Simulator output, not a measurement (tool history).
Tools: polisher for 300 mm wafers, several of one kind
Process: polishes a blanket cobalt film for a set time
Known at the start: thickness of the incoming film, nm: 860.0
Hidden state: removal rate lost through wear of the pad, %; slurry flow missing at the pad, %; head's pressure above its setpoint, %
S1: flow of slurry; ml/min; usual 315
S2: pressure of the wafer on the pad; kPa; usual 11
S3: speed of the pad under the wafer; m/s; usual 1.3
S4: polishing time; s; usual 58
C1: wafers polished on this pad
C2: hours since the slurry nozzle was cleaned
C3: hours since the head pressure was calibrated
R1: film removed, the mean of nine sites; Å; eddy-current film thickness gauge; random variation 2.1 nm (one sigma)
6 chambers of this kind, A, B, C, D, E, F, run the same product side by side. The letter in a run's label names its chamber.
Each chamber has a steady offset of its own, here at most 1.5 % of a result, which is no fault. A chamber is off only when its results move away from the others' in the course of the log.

run,hour,S1,S2,S3,S4,C1,C2,C3,R1
1D,6.7,315,11,1.3,58,443,363.5,777.4,3063.4
2A,17.2,315,11,1.3,58,1237,475.5,533.7,3135.8
# hour 21.7: chamber B: slurry nozzle cleaned
# hour 23: chamber C: worn pad replaced by a new one
# hour 23: chamber D: worn pad replaced by a new one
# hour 24.7: chamber A: worn pad replaced by a new one
# hour 25: chamber F: worn pad replaced by a new one
3C,27.5,315,11,1.3,58,29,402.1,304,3089.2
4E,36.6,315,11,1.3,58,569,379.3,193.1,3114.4
5B,41.7,315,11,1.3,58,852,20.1,1107.4,3087.6
# hour 43.7: chamber F: slurry nozzle cleaned
6F,50.1,315,11,1.16,58,161,6.5,211.4,2790.9
7A,56.7,315,11,1.16,58,205,515,573.2,2793
# hour 57.5: chamber B: worn pad replaced by a new one
8F,66,315,11,1.16,58,263,22.4,227.3,2739
9C,74.5,315,11,1.16,58,331,449.1,351,2750.1
10D,82.5,315,11,1.16,58,382,439.3,853.2,2749.9
11B,90.6,315,11,1.16,58,213,69,1156.3,2742.6
12E,101,315,11,1.3,58,983,443.7,257.5,3095.5
13A,107.2,315,11,1.3,58,530,565.5,623.7,3161.6
14B,115.2,315,11,1.3,58,371,93.6,1180.9,3075.6
# hour 121.5: chamber D: worn pad replaced by a new one
# hour 124.3: chamber A: slurry nozzle cleaned
15D,125.9,315,11,1.3,58,28,482.7,896.6,3076.2
16E,131.5,315,11,1.3,58,1179,474.2,288,3075.1
# hour 133.1: chamber F: worn pad replaced by a new one
17C,142.1,315,11,1.3,58,765,516.7,418.6,3082.3
18F,151.8,315,8.3,1.3,76,120,108.2,313.1,3052.8
19A,158.1,315,8.3,1.3,76,856,33.9,674.6,3056.3
20C,165.5,315,8.3,1.3,76,915,540.1,442,3049.8
# hour 174: chamber E: worn pad replaced by a new one
# hour 176.5: chamber E: head pressure recalibrated
21B,176.8,315,8.3,1.3,76,766,155.2,1242.5,3011.9
22E,182.7,315,8.3,1.3,76,56,525.4,6.2,3039
# hour 188.2: chamber A: worn pad replaced by a new one
23D,192.1,315,8.3,1.3,76,453,548.9,962.8,3005.4
24F,201,315,11,1.3,58,436,157.4,362.3,3097.1
25E,206.4,315,11,1.3,58,208,549.1,29.9,3096.4
# hour 206.7: chamber B: worn pad replaced by a new one
# hour 207.3: chamber D: worn pad replaced by a new one
26C,213.1,315,11,1.3,58,1221,587.7,489.6,3098.3
27F,224.5,315,11,1.3,58,587,180.9,385.8,3113.4
28D,229.8,315,11,1.3,58,144,586.6,1000.5,3079
29A,236.4,315,12.4,1.3,58,310,112.2,752.9,3562.7
30B,247.1,315,12.4,1.3,58,259,225.5,1312.8,3429.6
# hour 252.1: chamber F: worn pad replaced by a new one
# hour 255.4: chamber C: worn pad replaced by a new one
31D,257.9,315,12.4,1.3,58,325,614.7,1028.6,3412.2
# hour 260.4: chamber D: head pressure recalibrated
32A,262.9,315,12.4,1.3,58,480,138.7,779.4,3555.4
33E,269.7,315,12.4,1.3,58,615,612.4,93.2,3497.5
34F,276,315,12.4,1.3,58,153,232.4,437.3,3505.6
# hour 284.9: chamber F: slurry nozzle cleaned
35C,286.4,315,11,1.3,58,199,661,562.9,3115.7
# hour 290.7: chamber D: worn pad replaced by a new one
36B,293.6,315,11,1.3,71,558,272,1359.3,3721.6
37B,303.8,315,11,1.3,71,624,282.2,1369.5,3739
38A,309.1,315,11,1.3,71,776,184.9,825.6,3849.4
39E,318.8,315,11,1.3,71,930,661.5,142.3,3770.2
40F,325.3,315,11,1.3,71,470,40.5,486.6,3798.6
41D,333.8,315,11,1.3,71,277,690.6,73.4,3778.5

What goes on in this fleet: one chamber off, a drifting gauge, or nothing beyond the chambers' own small offsets? Name the chamber and the cause, if any.

No chamber stands off beyond its own small offset, and the gauge holds steady.

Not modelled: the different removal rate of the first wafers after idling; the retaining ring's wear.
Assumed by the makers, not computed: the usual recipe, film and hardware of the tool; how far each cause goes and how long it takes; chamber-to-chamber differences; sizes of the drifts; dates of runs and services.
